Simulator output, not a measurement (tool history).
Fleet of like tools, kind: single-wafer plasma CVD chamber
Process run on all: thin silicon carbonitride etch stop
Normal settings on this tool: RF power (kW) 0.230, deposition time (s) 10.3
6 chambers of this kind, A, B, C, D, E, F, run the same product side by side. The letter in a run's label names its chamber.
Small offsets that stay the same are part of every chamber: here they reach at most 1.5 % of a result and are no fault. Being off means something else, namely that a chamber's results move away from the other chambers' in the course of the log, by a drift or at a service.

run   hour  RF power (kW)  deposition time (s)  read-back reference wafer on the same gauge, thickness_nm  mean film thickness on the monitor wafer (nm)
 1D    9.2          0.230                 10.3                                                     5.6566                                         6.1120
 2F   15.7          0.230                 10.3                                                     5.6573                                         6.0844
 3B   24.9          0.230                 10.3                                                     5.6584                                         6.1502
 4E   32.0          0.230                 10.3                                                     5.6557                                         6.1455
 5A   39.5          0.230                 10.3                                                     5.6561                                         6.0933
 6C   48.6          0.230                 10.3                                                     5.6511                                         6.1829
      53.9  -- chamber F: RF generator calibrated
 7C   57.3          0.230                 10.3                                                     5.6518                                         6.1526
 8A   62.7          0.230                 10.3                                                     5.6533                                         6.0927
 9F   71.8          0.230                 10.3                                                     5.6506                                         6.0852
10D   77.8          0.230                 10.3                                                     5.6486                                         6.0962
      83.7  -- chamber C: RF generator calibrated
11B   86.3          0.185                 11.7                                                     5.6461                                         6.5488
12E   91.2          0.185                 11.7                                                     5.6463                                         6.5580
13F  100.0          0.185                 11.7                                                     5.6470                                         6.4650
14C  108.1          0.185                 11.7                                                     5.6471                                         6.5632
15A  116.4          0.185                 11.7                                                     5.6418                                         6.4672
16B  126.4          0.185                 11.7                                                     5.6408                                         6.5529
17D  131.3          0.230                 10.3                                                     5.6433                                         6.1060
18E  138.4          0.230                 10.3                                                     5.6387                                         6.1430
19D  145.2          0.230                 10.3                                                     5.6423                                         6.0964
20E  152.4          0.230                 10.3                                                     5.6405                                         6.1374
21F  160.2          0.230                 10.3                                                     5.6373                                         6.0727
22C  166.8          0.230                 10.3                                                     5.6376                                         6.1606
23B  175.7          0.230                 10.3                                                     5.6364                                         6.1200
24A  182.4          0.230                 10.3                                                     5.6363                                         6.0635
25F  188.1          0.230                 10.3                                                     5.6323                                         6.0550
26B  194.7          0.230                 10.3                                                     5.6338                                         6.1068
27A  202.5          0.230                 10.3                                                     5.6311                                         6.0707
28D  207.3          0.230                 10.3                                                     5.6317                                         6.0856
29E  212.5          0.190                  9.6                                                     5.6315                                         5.4089
30C  217.3          0.190                  9.6                                                     5.6326                                         5.4199
31A  224.3          0.190                  9.6                                                     5.6297                                         5.3263
32D  231.5          0.190                  9.6                                                     5.6275                                         5.3548
33B  241.3          0.190                  9.6                                                     5.6268                                         5.3901
34F  249.6          0.190                  9.6                                                     5.6265                                         5.3364
35E  255.0          0.230                 10.3                                                     5.6260                                         6.1141
36C  264.3          0.230                 10.3                                                     5.6263                                         6.1516
37A  269.7          0.230                 10.3                                                     5.6194                                         6.0645

Does one chamber stand apart from the rest, does the shared gauge drift, or is all well apart from small per-chamber offsets? Give the chamber and the most likely cause, where there is one.

The gauge drifts, so all chambers seem to drift together. No chamber is off.
Most likely cause: gauge reads low (%) = 0.669.

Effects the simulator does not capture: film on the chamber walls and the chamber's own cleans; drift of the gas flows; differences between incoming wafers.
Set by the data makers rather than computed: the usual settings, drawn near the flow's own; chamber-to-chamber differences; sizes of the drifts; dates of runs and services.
